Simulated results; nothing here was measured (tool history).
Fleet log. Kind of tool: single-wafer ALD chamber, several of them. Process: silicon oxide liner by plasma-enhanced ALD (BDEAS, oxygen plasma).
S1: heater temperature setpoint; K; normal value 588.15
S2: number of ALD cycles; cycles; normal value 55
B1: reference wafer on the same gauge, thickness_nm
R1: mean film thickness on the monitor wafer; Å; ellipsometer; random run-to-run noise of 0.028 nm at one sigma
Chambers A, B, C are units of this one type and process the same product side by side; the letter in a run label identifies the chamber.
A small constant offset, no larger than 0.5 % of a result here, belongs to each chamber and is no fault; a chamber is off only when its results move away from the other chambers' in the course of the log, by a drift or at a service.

run 1C day=0.496 | S1=588.15 S2=55 | B1=4.6427 | R1=50.584
run 2A day=1.012 | S1=588.15 S2=55 | B1=4.6430 | R1=50.635
-- day=1.104 chamber B: thermocouple changed; heater temperature recalibrated
run 3B day=1.321 | S1=588.15 S2=55 | B1=4.6474 | R1=50.255
run 4B day=1.712 | S1=588.15 S2=55 | B1=4.6472 | R1=50.600
run 5A day=2.108 | S1=588.15 S2=55 | B1=4.6315 | R1=50.059
run 6C day=2.525 | S1=588.15 S2=46 | B1=4.6345 | R1=41.766
run 7A day=2.925 | S1=588.15 S2=46 | B1=4.6378 | R1=41.774
run 8C day=3.417 | S1=588.15 S2=46 | B1=4.6431 | R1=41.963
run 9B day=3.975 | S1=588.15 S2=55 | B1=4.6416 | R1=50.581
run 10C day=4.358 | S1=588.15 S2=55 | B1=4.6436 | R1=49.793
run 11B day=4.921 | S1=588.15 S2=55 | B1=4.6404 | R1=49.910
run 12A day=5.192 | S1=588.15 S2=55 | B1=4.6486 | R1=50.561
run 13A day=5.521 | S1=581.15 S2=55 | B1=4.6368 | R1=50.727
run 14C day=5.875 | S1=581.15 S2=55 | B1=4.6385 | R1=50.835
run 15B day=6.392 | S1=581.15 S2=55 | B1=4.6421 | R1=50.665
run 16A day=6.733 | S1=588.15 S2=55 | B1=4.6389 | R1=49.741
run 17C day=7.217 | S1=588.15 S2=55 | B1=4.6380 | R1=49.716
run 18B day=7.758 | S1=588.15 S2=55 | B1=4.6389 | R1=50.156
run 19A day=8.017 | S1=588.15 S2=55 | B1=4.6370 | R1=50.070
run 20C day=8.571 | S1=588.15 S2=55 | B1=4.6473 | R1=49.707
run 21B day=8.883 | S1=588.15 S2=55 | B1=4.6367 | R1=50.748
run 22C day=9.446 | S1=588.15 S2=55 | B1=4.6448 | R1=49.476
run 23B day=9.900 | S1=588.15 S2=55 | B1=4.6378 | R1=50.324
run 24A day=10.162 | S1=588.15 S2=55 | B1=4.6427 | R1=50.028
run 25A day=10.642 | S1=588.15 S2=55 | B1=4.6395 | R1=49.971
run 26C day=11.096 | S1=596.15 S2=55 | B1=4.6363 | R1=49.427
run 27B day=11.525 | S1=596.15 S2=55 | B1=4.6415 | R1=49.256
run 28A day=12.062 | S1=596.15 S2=55 | B1=4.6433 | R1=49.277
run 29B day=12.508 | S1=581.15 S2=55 | B1=4.6355 | R1=50.689
run 30C day=13.029 | S1=581.15 S2=55 | B1=4.6374 | R1=50.538
run 31B day=13.371 | S1=581.15 S2=55 | B1=4.6378 | R1=50.754
run 32C day=13.833 | S1=588.15 S2=55 | B1=4.6420 | R1=49.667
run 33A day=14.342 | S1=588.15 S2=55 | B1=4.6301 | R1=50.214
run 34B day=14.612 | S1=588.15 S2=55 | B1=4.6389 | R1=50.699
run 35A day=15.108 | S1=588.15 S2=55 | B1=4.6393 | R1=49.937
run 36C day=15.642 | S1=588.15 S2=55 | B1=4.6409 | R1=49.675
run 37B day=16.046 | S1=588.15 S2=55 | B1=4.6440 | R1=50.605
run 38C day=16.608 | S1=588.15 S2=55 | B1=4.6487 | R1=49.826
run 39A day=17.012 | S1=588.15 S2=55 | B1=4.6403 | R1=50.359
-- day=17.162 chamber A: thermocouple changed; heater temperature recalibrated
run 40A day=17.450 | S1=588.15 S2=55 | B1=4.6448 | R1=49.911
run 41B day=17.904 | S1=588.15 S2=55 | B1=4.6409 | R1=50.486
run 42C day=18.179 | S1=588.15 S2=55 | B1=4.6397 | R1=49.880
run 43B day=18.642 | S1=574.15 S2=62 | B1=4.6406 | R1=57.967
run 44A day=19.067 | S1=574.15 S2=62 | B1=4.6381 | R1=57.456

For the next run the whole fleet of 3 chambers uses the same settings. Give each chamber's results:
run 45A day=19.471 | S1=588.15 S2=55 | R1=?
run 45B day=19.471 | S1=588.15 S2=55 | R1=?
run 45C day=19.471 | S1=588.15 S2=55 | R1=?

run=45A R1=49.817
run=45B R1=50.614
run=45C R1=49.916
